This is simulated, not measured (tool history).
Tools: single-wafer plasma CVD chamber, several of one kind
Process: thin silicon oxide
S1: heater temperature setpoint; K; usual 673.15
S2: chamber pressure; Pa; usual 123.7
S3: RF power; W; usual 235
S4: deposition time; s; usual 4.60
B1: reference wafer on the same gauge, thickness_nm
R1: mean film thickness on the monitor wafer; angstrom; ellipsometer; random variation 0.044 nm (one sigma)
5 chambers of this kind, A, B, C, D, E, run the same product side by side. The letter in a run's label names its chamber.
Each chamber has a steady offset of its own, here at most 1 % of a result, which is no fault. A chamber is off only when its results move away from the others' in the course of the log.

run,hour,S1,S2,S3,S4,B1,R1
1E,3.4,673.15,123.7,235,4.60,8.6631,86.365
2C,5.3,673.15,123.7,235,4.60,8.6619,86.414
3D,8.2,673.15,123.7,235,4.60,8.6582,85.670
4A,10.5,673.15,123.7,235,4.60,8.6506,86.546
5B,12.4,673.15,123.7,235,4.60,8.6483,87.179
6E,14.3,673.15,123.7,235,4.60,8.6496,87.466
7D,18.3,673.15,123.7,235,4.60,8.6525,85.951
8B,20.5,673.15,123.7,235,4.60,8.6536,87.594
9A,22.5,687.15,99.1,235,4.60,8.6497,69.835
10C,26.1,687.15,99.1,235,4.60,8.6481,69.748
11A,28.7,687.15,99.1,235,4.60,8.6538,69.929
# hour 32.0: chamber E: thermocouple changed; heater temperature recalibrated
12E,32.3,687.15,99.1,235,4.60,8.6489,70.584
13D,35.5,687.15,99.1,235,4.60,8.6448,69.533
14C,38.4,673.15,123.7,235,4.60,8.6412,85.033
15B,41.7,673.15,123.7,235,4.60,8.6617,86.650
16C,45.5,673.15,123.7,235,4.60,8.6510,85.802
17B,48.8,673.15,123.7,235,4.60,8.6406,87.321
18D,52.5,673.15,123.7,235,4.60,8.6378,85.999
19A,55.2,673.15,123.7,235,4.60,8.6538,86.092
20E,57.4,673.15,123.7,235,4.60,8.6472,86.611
21B,61.4,673.15,123.7,235,4.60,8.6630,87.250
22E,64.6,682.15,123.7,235,4.60,8.6469,86.156
23A,67.6,682.15,123.7,235,4.60,8.6540,86.204
24D,70.3,682.15,123.7,235,4.60,8.6473,86.035
25C,74.4,682.15,123.7,235,4.60,8.6553,85.257
26C,78.4,682.15,123.7,235,4.60,8.6359,85.274
27D,81.4,666.15,123.7,235,5.22,8.6532,97.408
28A,83.8,666.15,123.7,235,5.22,8.6509,98.797
29E,88.0,666.15,123.7,235,5.22,8.6543,99.379
30B,92.1,666.15,123.7,235,5.22,8.6402,98.893
31B,96.1,666.15,123.7,235,5.22,8.6500,99.501
32D,98.7,685.15,100.5,235,4.60,8.6536,71.519
33C,101.5,685.15,100.5,235,4.60,8.6522,70.909
34E,104.0,685.15,100.5,235,4.60,8.6593,71.677
35A,107.0,685.15,100.5,235,4.60,8.6514,70.960
36A,110.8,685.15,100.5,235,4.60,8.6505,71.190
37D,115.0,673.15,123.7,235,4.60,8.6536,85.965
38C,117.3,673.15,123.7,235,4.60,8.6684,86.191
39B,119.6,673.15,123.7,235,4.60,8.6467,87.599
40E,123.3,673.15,123.7,235,4.60,8.6390,86.488
41C,126.1,673.15,123.7,235,4.60,8.6545,85.970
42D,129.2,673.15,123.7,235,4.60,8.6626,86.056
43A,131.7,673.15,123.7,235,4.60,8.6433,85.908

Is one chamber off against the others, does the gauge drift, or is nothing wrong? If a chamber is off, say which, and what the likeliest cause is.

No chamber stands off beyond its own small offset, and the gauge holds steady.

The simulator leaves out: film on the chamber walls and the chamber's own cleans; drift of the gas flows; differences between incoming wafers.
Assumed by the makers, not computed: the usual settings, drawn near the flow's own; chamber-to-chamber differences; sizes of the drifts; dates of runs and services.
